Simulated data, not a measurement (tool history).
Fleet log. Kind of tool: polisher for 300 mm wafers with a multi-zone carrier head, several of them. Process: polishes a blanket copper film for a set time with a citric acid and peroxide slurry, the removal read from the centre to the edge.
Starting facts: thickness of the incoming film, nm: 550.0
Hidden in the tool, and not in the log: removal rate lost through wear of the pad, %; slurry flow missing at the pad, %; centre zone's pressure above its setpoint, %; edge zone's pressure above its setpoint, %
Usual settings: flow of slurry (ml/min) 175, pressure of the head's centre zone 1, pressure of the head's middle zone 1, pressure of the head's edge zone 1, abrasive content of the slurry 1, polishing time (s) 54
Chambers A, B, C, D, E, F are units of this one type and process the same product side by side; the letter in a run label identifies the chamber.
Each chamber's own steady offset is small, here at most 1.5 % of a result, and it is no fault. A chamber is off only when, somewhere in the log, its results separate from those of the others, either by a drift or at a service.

| run | hour | flow of slurry (ml/min) | pressure of the head's centre zone | pressure of the head's middle zone | pressure of the head's edge zone | abrasive content of the slurry | polishing time (s) | wafers polished on this pad | hours since the slurry nozzle was cleaned | hours since the centre zone pressure was calibrated | hours since the edge zone pressure was calibrated | film removed at the wafer's centre (Å) | film removed at mid-radius (Å) | film removed at the wafer's edge (Å) |
|---|---|---|---|---|---|---|---|---|---|---|---|---|---|---|
| 1C | 4.9 | 175 | 1 | 1 | 1 | 1 | 54 | 392 | 184.5 | 538.8 | 420.4 | 1384.6 | 1385.1 | 1378.9 |
|  | 5.3 | chamber A: worn pad replaced by a new one |
|  | 14.1 | chamber A: slurry nozzle cleaned |
| 2E | 14.4 | 175 | 1 | 1 | 1 | 1 | 54 | 498 | 337.8 | 1154.9 | 194.8 | 1417 | 1379.6 | 1387.6 |
| 3B | 21.2 | 175 | 1 | 1 | 1 | 1 | 54 | 384 | 21.8 | 177.4 | 835.8 | 1383.5 | 1402 | 1361.9 |
|  | 24.1 | chamber C: worn pad replaced by a new one |
| 4F | 28.5 | 175 | 1 | 1 | 1 | 1 | 54 | 267 | 36.7 | 745.3 | 221.7 | 1380 | 1396.2 | 1381.1 |
|  | 35.7 | chamber C: centre zone pressure recalibrated |
| 5A | 36 | 175 | 1 | 1 | 1 | 1 | 54 | 265 | 22 | 473.3 | 176.1 | 1407.5 | 1396.4 | 1387.6 |
|  | 38.5 | chamber C: edge zone pressure recalibrated |
|  | 39 | chamber D: worn pad replaced by a new one |
| 6D | 41.4 | 175 | 1 | 1 | 1 | 1 | 54 | 21 | 229 | 398.6 | 324.8 | 1386.9 | 1393.9 | 1389.6 |
| 7E | 50.5 | 175 | 1 | 1 | 1 | 1 | 54 | 809 | 373.9 | 1191 | 230.9 | 1414 | 1357.8 | 1394.2 |
| 8F | 59.7 | 175 | 1 | 1 | 1 | 1 | 54 | 536 | 67.9 | 776.5 | 252.9 | 1387.9 | 1372.9 | 1393.4 |
|  | 67.9 | chamber A: worn pad replaced by a new one |
| 9D | 70.7 | 175 | 1 | 1 | 1 | 1 | 54 | 273 | 258.3 | 427.9 | 354.1 | 1380.2 | 1403.7 | 1398.7 |
|  | 73.5 | chamber F: worn pad replaced by a new one |
| 10A | 80.6 | 175 | 1 | 1 | 1 | 1 | 54 | 109 | 66.6 | 517.9 | 220.7 | 1402.6 | 1406.4 | 1388.5 |
| 11C | 91.8 | 175 | 1 | 1 | 1 | 1.2 | 54 | 583 | 271.4 | 56.1 | 53.3 | 1459.9 | 1458.3 | 1426.5 |
|  | 96.6 | chamber D: slurry nozzle cleaned |
| 12B | 97.9 | 175 | 1 | 1 | 1 | 1.2 | 54 | 1044 | 98.5 | 254.1 | 912.5 | 1454.9 | 1440.5 | 1415.4 |
|  | 99.4 | chamber C: worn pad replaced by a new one |
|  | 104 | chamber C: slurry nozzle cleaned |
| 13B | 107.2 | 175 | 1 | 1 | 1 | 1.2 | 54 | 1125 | 107.8 | 263.4 | 921.8 | 1488.6 | 1451.1 | 1433.8 |
|  | 112.4 | chamber B: worn pad replaced by a new one |
| 14F | 115.7 | 175 | 1 | 1 | 1 | 1.2 | 54 | 364 | 123.9 | 832.5 | 308.9 | 1419.6 | 1421.2 | 1455.3 |
| 15D | 126.9 | 175 | 1 | 1 | 1 | 1.2 | 54 | 757 | 30.4 | 484.1 | 410.3 | 1379.8 | 1430.6 | 1443.7 |
|  | 127.7 | chamber E: edge zone pressure recalibrated |
|  | 133.8 | chamber A: worn pad replaced by a new one |
|  | 134.3 | chamber A: centre zone pressure recalibrated |
| 16C | 135 | 175 | 1 | 1 | 1 | 1.2 | 54 | 306 | 31 | 99.3 | 96.5 | 1473.2 | 1448.3 | 1443.7 |
| 17A | 142.9 | 175 | 1 | 1 | 1 | 1 | 54 | 78 | 128.9 | 8.7 | 283 | 1429.6 | 1396.7 | 1392.8 |
|  | 144 | chamber D: worn pad replaced by a new one |
| 18E | 152.4 | 175 | 1 | 1 | 1 | 1 | 54 | 1687 | 475.8 | 1292.9 | 24.8 | 1365.1 | 1334.5 | 1348.7 |
|  | 157.8 | chamber F: worn pad replaced by a new one |
| 19B | 162.3 | 175 | 1 | 1 | 1 | 1 | 54 | 430 | 162.9 | 318.5 | 976.9 | 1394.5 | 1392.8 | 1366.4 |
|  | 172.2 | chamber C: worn pad replaced by a new one |
| 20E | 173.6 | 175 | 1 | 1 | 1 | 1 | 36 | 1870 | 497 | 1314.1 | 46 | 898.65 | 875.2 | 885.17 |
|  | 182.1 | chamber A: edge zone pressure recalibrated |
| 21C | 182.8 | 175 | 1 | 1 | 1 | 1 | 36 | 92 | 78.8 | 147.1 | 144.3 | 921.51 | 918.9 | 922.63 |
| 22D | 194.1 | 175 | 1 | 1 | 1 | 1 | 36 | 432 | 97.6 | 551.3 | 477.5 | 927.23 | 938.43 | 932.37 |
| 23A | 205 | 175 | 1 | 1 | 1 | 1 | 36 | 613 | 191 | 70.8 | 22.9 | 943.38 | 943.08 | 936.56 |
|  | 206.9 | chamber A: worn pad replaced by a new one |
| 24F | 210.1 | 175 | 1 | 1 | 1 | 1 | 36 | 450 | 218.3 | 926.9 | 403.3 | 927.82 | 913.04 | 931.37 |
| 25C | 218.1 | 175 | 1 | 1 | 1 | 1 | 36 | 396 | 114.1 | 182.4 | 179.6 | 905.79 | 915.41 | 928.17 |
|  | 226.6 | chamber E: centre zone pressure recalibrated |
| 26E | 229.2 | 175 | 1 | 1 | 1 | 1 | 54 | 2348 | 552.6 | 2.7 | 101.6 | 1273.6 | 1287.5 | 1281.7 |
| 27D | 239.9 | 175 | 1 | 1 | 1 | 1.15 | 54 | 826 | 143.4 | 597.1 | 523.3 | 1425 | 1437.7 | 1417.1 |
|  | 243.6 | chamber F: worn pad replaced by a new one |
| 28A | 245.1 | 175 | 1 | 1 | 1 | 1.15 | 54 | 329 | 231.1 | 110.9 | 63 | 1434.5 | 1455.5 | 1429.1 |
|  | 254.2 | chamber C: worn pad replaced by a new one |
| 29F | 255.2 | 175 | 1 | 1 | 1 | 1.15 | 54 | 100 | 263.4 | 972 | 448.4 | 1392.9 | 1423.1 | 1433.9 |
|  | 257.4 | chamber D: worn pad replaced by a new one |
| 30B | 265.7 | 175 | 1 | 1 | 1 | 1.15 | 54 | 1320 | 266.3 | 421.9 | 1080.3 | 1448.9 | 1440.4 | 1398.9 |
|  | 272.4 | chamber A: worn pad replaced by a new one |
| 31A | 273.7 | 175 | 1 | 1 | 1 | 1.15 | 54 | 11 | 259.7 | 139.5 | 91.6 | 1453 | 1445.9 | 1433 |
|  | 280.6 | chamber B: worn pad replaced by a new one |
| 32D | 282.1 | 175 | 1 | 1 | 1 | 1.15 | 54 | 213 | 185.6 | 639.3 | 565.5 | 1397.6 | 1410.2 | 1433.1 |
| 33B | 287.8 | 175 | 1 | 1 | 1.04 | 1 | 54 | 62 | 288.4 | 444 | 1102.4 | 1363.5 | 1386.3 | 1417.8 |
| 34C | 297.4 | 175 | 1 | 1 | 1.04 | 1 | 54 | 372 | 193.4 | 261.7 | 258.9 | 1387.1 | 1380.7 | 1422.3 |
| 35E | 306.2 | 175 | 1 | 1 | 1.04 | 1 | 54 | 3012 | 629.6 | 79.7 | 178.6 | 1281.9 | 1223.4 | 1284.6 |
| 36F | 311.1 | 175 | 1 | 1 | 1.04 | 1 | 54 | 582 | 319.3 | 1027.9 | 504.3 | 1407.1 | 1360.7 | 1418.6 |
| 37C | 316.2 | 175 | 1 | 1 | 1.04 | 1 | 54 | 534 | 212.2 | 280.5 | 277.7 | 1396.9 | 1382.7 | 1412.7 |
| 38D | 322.5 | 175 | 1 | 1 | 1.04 | 1 | 54 | 561 | 226 | 679.7 | 605.9 | 1374 | 1397.1 | 1419.2 |
| 39F | 327.8 | 175 | 1 | 1 | 1 | 1 | 54 | 725 | 336 | 1044.6 | 521 | 1388.4 | 1398.6 | 1389.3 |

What goes on in this fleet: one chamber off, a drifting gauge, or nothing beyond the chambers' own small offsets? Name the chamber and the cause, if any.

It is chamber E that slowly wanders off from its peers.
Likeliest cause: removal rate lost through wear of the pad, % = 11.9.
The log may not tell that from: slurry flow missing at the pad, %.

Which of the 4 candidates below, each the usual settings with something changed and its results left as question marks, puts chamber E back in line with what the other chambers give on the usual settings?
A result is in line if it is within this distance of the other chambers' mean on the usual settings: film removed at the wafer's centre (Å) 64; film removed at mid-radius (Å) 46; film removed at the wafer's edge (Å) 38
| 40E-1 | 335.9 | 175 | 1 | 1.01 | 1 | 1 | 57 |  |  |  |  | ? | ? | ? |
| 40E-2 | 335.9 | 170 | 1.01 | 0.98 | 1 | 1 | 48 |  |  |  |  | ? | ? | ? |
| 40E-3 | 335.9 | 175 | 0.99 | 1.01 | 1.01 | 1 | 61 |  |  |  |  | ? | ? | ? |
| 40E-4 | 335.9 | 175 | 1 | 0.99 | 1 | 1 | 51 |  |  |  |  | ? | ? | ? |

On the usual settings, the other chambers give on average: film removed at the wafer's centre (Å) 1387.1; film removed at mid-radius (Å) 1390.4; film removed at the wafer's edge (Å) 1384
| run | film removed at the wafer's centre (Å) | film removed at mid-radius (Å) | film removed at the wafer's edge (Å) |
|---|---|---|---|
| 40E-1 | 1304.4 | 1292.8 | 1291.8 |
| 40E-2 | 1104.3 | 1053.8 | 1084.6 |
| 40E-3 | 1380.7 | 1383.5 | 1389.8 |
| 40E-4 | 1166.9 | 1135.6 | 1156.2 |
The right change is 40E-3: it brings the chamber back within the allowed miss of the others.

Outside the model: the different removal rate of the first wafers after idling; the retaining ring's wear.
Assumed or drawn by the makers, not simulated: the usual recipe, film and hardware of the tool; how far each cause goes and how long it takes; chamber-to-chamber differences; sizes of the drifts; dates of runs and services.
